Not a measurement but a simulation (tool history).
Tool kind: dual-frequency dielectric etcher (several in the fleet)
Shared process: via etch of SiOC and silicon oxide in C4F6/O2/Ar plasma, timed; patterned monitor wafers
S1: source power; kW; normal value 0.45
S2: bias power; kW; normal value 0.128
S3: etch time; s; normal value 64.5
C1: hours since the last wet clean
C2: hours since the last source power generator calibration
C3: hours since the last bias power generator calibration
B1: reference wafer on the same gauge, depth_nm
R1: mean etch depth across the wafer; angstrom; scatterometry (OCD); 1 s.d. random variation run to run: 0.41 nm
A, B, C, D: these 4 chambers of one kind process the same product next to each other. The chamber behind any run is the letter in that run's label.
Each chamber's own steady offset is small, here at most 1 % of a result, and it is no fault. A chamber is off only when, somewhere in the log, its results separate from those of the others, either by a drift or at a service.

run 1D hour=11.6 | S1=0.45 S2=0.128 S3=64.5 | C1=189.7 C2=1495.1 C3=1212.3 | B1=60.432 | R1=690.74
-- hour=15.6 chamber C: wet clean of the chamber
run 2B hour=22.6 | S1=0.45 S2=0.128 S3=64.5 | C1=310.3 C2=4891.4 C3=3238.7 | B1=60.347 | R1=676.17
run 3A hour=31.5 | S1=0.45 S2=0.128 S3=64.5 | C1=235 C2=645.6 C3=735.1 | B1=60.434 | R1=689.22
run 4C hour=44.1 | S1=0.45 S2=0.128 S3=64.5 | C1=28.6 C2=1102.4 C3=893.1 | B1=60.406 | R1=684.07
run 5D hour=50.9 | S1=0.45 S2=0.128 S3=64.5 | C1=229 C2=1534.4 C3=1251.6 | B1=60.346 | R1=687.88
run 6C hour=59.8 | S1=0.45 S2=0.128 S3=64.5 | C1=44.3 C2=1118.1 C3=908.8 | B1=60.38 | R1=686.71
run 7A hour=68 | S1=0.45 S2=0.128 S3=64.5 | C1=271.5 C2=682.1 C3=771.6 | B1=60.487 | R1=693.58
-- hour=71.2 chamber B: source power generator calibrated
run 8B hour=76.3 | S1=0.45 S2=0.128 S3=72 | C1=364 C2=5.1 C3=3292.4 | B1=60.358 | R1=771.63
run 9D hour=82.5 | S1=0.45 S2=0.128 S3=72 | C1=260.6 C2=1566 C3=1283.2 | B1=60.388 | R1=764.47
run 10A hour=92.1 | S1=0.45 S2=0.128 S3=72 | C1=295.6 C2=706.2 C3=795.7 | B1=60.427 | R1=767.2
run 11C hour=99.9 | S1=0.45 S2=0.128 S3=72 | C1=84.4 C2=1158.2 C3=948.9 | B1=60.416 | R1=763.02
run 12B hour=108.2 | S1=0.45 S2=0.128 S3=64.5 | C1=395.9 C2=37 C3=3324.3 | B1=60.43 | R1=681.3
run 13A hour=114.5 | S1=0.45 S2=0.128 S3=64.5 | C1=318 C2=728.6 C3=818.1 | B1=60.418 | R1=689.7
run 14B hour=124.3 | S1=0.45 S2=0.128 S3=64.5 | C1=412 C2=53.1 C3=3340.4 | B1=60.434 | R1=690.6
run 15D hour=137.6 | S1=0.45 S2=0.1 S3=54 | C1=315.7 C2=1621.1 C3=1338.3 | B1=60.373 | R1=534.32
run 16C hour=151.5 | S1=0.45 S2=0.1 S3=54 | C1=136 C2=1209.8 C3=1000.5 | B1=60.39 | R1=527.83
run 17C hour=160.9 | S1=0.45 S2=0.1 S3=54 | C1=145.4 C2=1219.2 C3=1009.9 | B1=60.471 | R1=528.04
run 18A hour=168.2 | S1=0.45 S2=0.1 S3=54 | C1=371.7 C2=782.3 C3=871.8 | B1=60.4 | R1=532.93
run 19B hour=178.8 | S1=0.45 S2=0.128 S3=64.5 | C1=466.5 C2=107.6 C3=3394.9 | B1=60.358 | R1=692.12
run 20D hour=185.8 | S1=0.45 S2=0.128 S3=64.5 | C1=363.9 C2=1669.3 C3=1386.5 | B1=60.469 | R1=687.24
run 21C hour=192.5 | S1=0.35 S2=0.128 S3=64.5 | C1=177 C2=1250.8 C3=1041.5 | B1=60.357 | R1=608.56
run 22A hour=204 | S1=0.35 S2=0.128 S3=64.5 | C1=407.5 C2=818.1 C3=907.6 | B1=60.49 | R1=629.5
run 23D hour=215.1 | S1=0.35 S2=0.128 S3=64.5 | C1=393.2 C2=1698.6 C3=1415.8 | B1=60.494 | R1=624.19
run 24B hour=227 | S1=0.35 S2=0.128 S3=64.5 | C1=514.7 C2=155.8 C3=3443.1 | B1=60.398 | R1=632.18
run 25B hour=238.1 | S1=0.45 S2=0.128 S3=64.5 | C1=525.8 C2=166.9 C3=3454.2 | B1=60.428 | R1=697.75
run 26C hour=245.7 | S1=0.45 S2=0.128 S3=64.5 | C1=230.2 C2=1304 C3=1094.7 | B1=60.5 | R1=679.4
run 27D hour=255 | S1=0.45 S2=0.128 S3=64.5 | C1=433.1 C2=1738.5 C3=1455.7 | B1=60.316 | R1=686.08
run 28A hour=263.7 | S1=0.45 S2=0.128 S3=64.5 | C1=467.2 C2=877.8 C3=967.3 | B1=60.374 | R1=690.39
run 29A hour=275.8 | S1=0.45 S2=0.128 S3=64.5 | C1=479.3 C2=889.9 C3=979.4 | B1=60.466 | R1=693.24
-- hour=280.6 chamber D: wet clean of the chamber
run 30D hour=283.3 | S1=0.45 S2=0.103 S3=64.5 | C1=2.7 C2=1766.8 C3=1484 | B1=60.369 | R1=643.96
run 31C hour=297.2 | S1=0.45 S2=0.103 S3=64.5 | C1=281.7 C2=1355.5 C3=1146.2 | B1=60.426 | R1=637.92
run 32B hour=309.6 | S1=0.45 S2=0.103 S3=64.5 | C1=597.3 C2=238.4 C3=3525.7 | B1=60.246 | R1=670.79
run 33B hour=323.4 | S1=0.45 S2=0.103 S3=64.5 | C1=611.1 C2=252.2 C3=3539.5 | B1=60.348 | R1=675.49

For the next run the whole fleet of 4 chambers uses the same settings. Give each chamber's results:
run 34A hour=333.6 | S1=0.45 S2=0.128 S3=64.5 | R1=?
run 34B hour=333.6 | S1=0.45 S2=0.128 S3=64.5 | R1=?
run 34C hour=333.6 | S1=0.45 S2=0.128 S3=64.5 | R1=?
run 34D hour=333.6 | S1=0.45 S2=0.128 S3=64.5 | R1=?

run=34A R1=694.08
run=34B R1=721.21
run=34C R1=680.18
run=34D R1=686.77
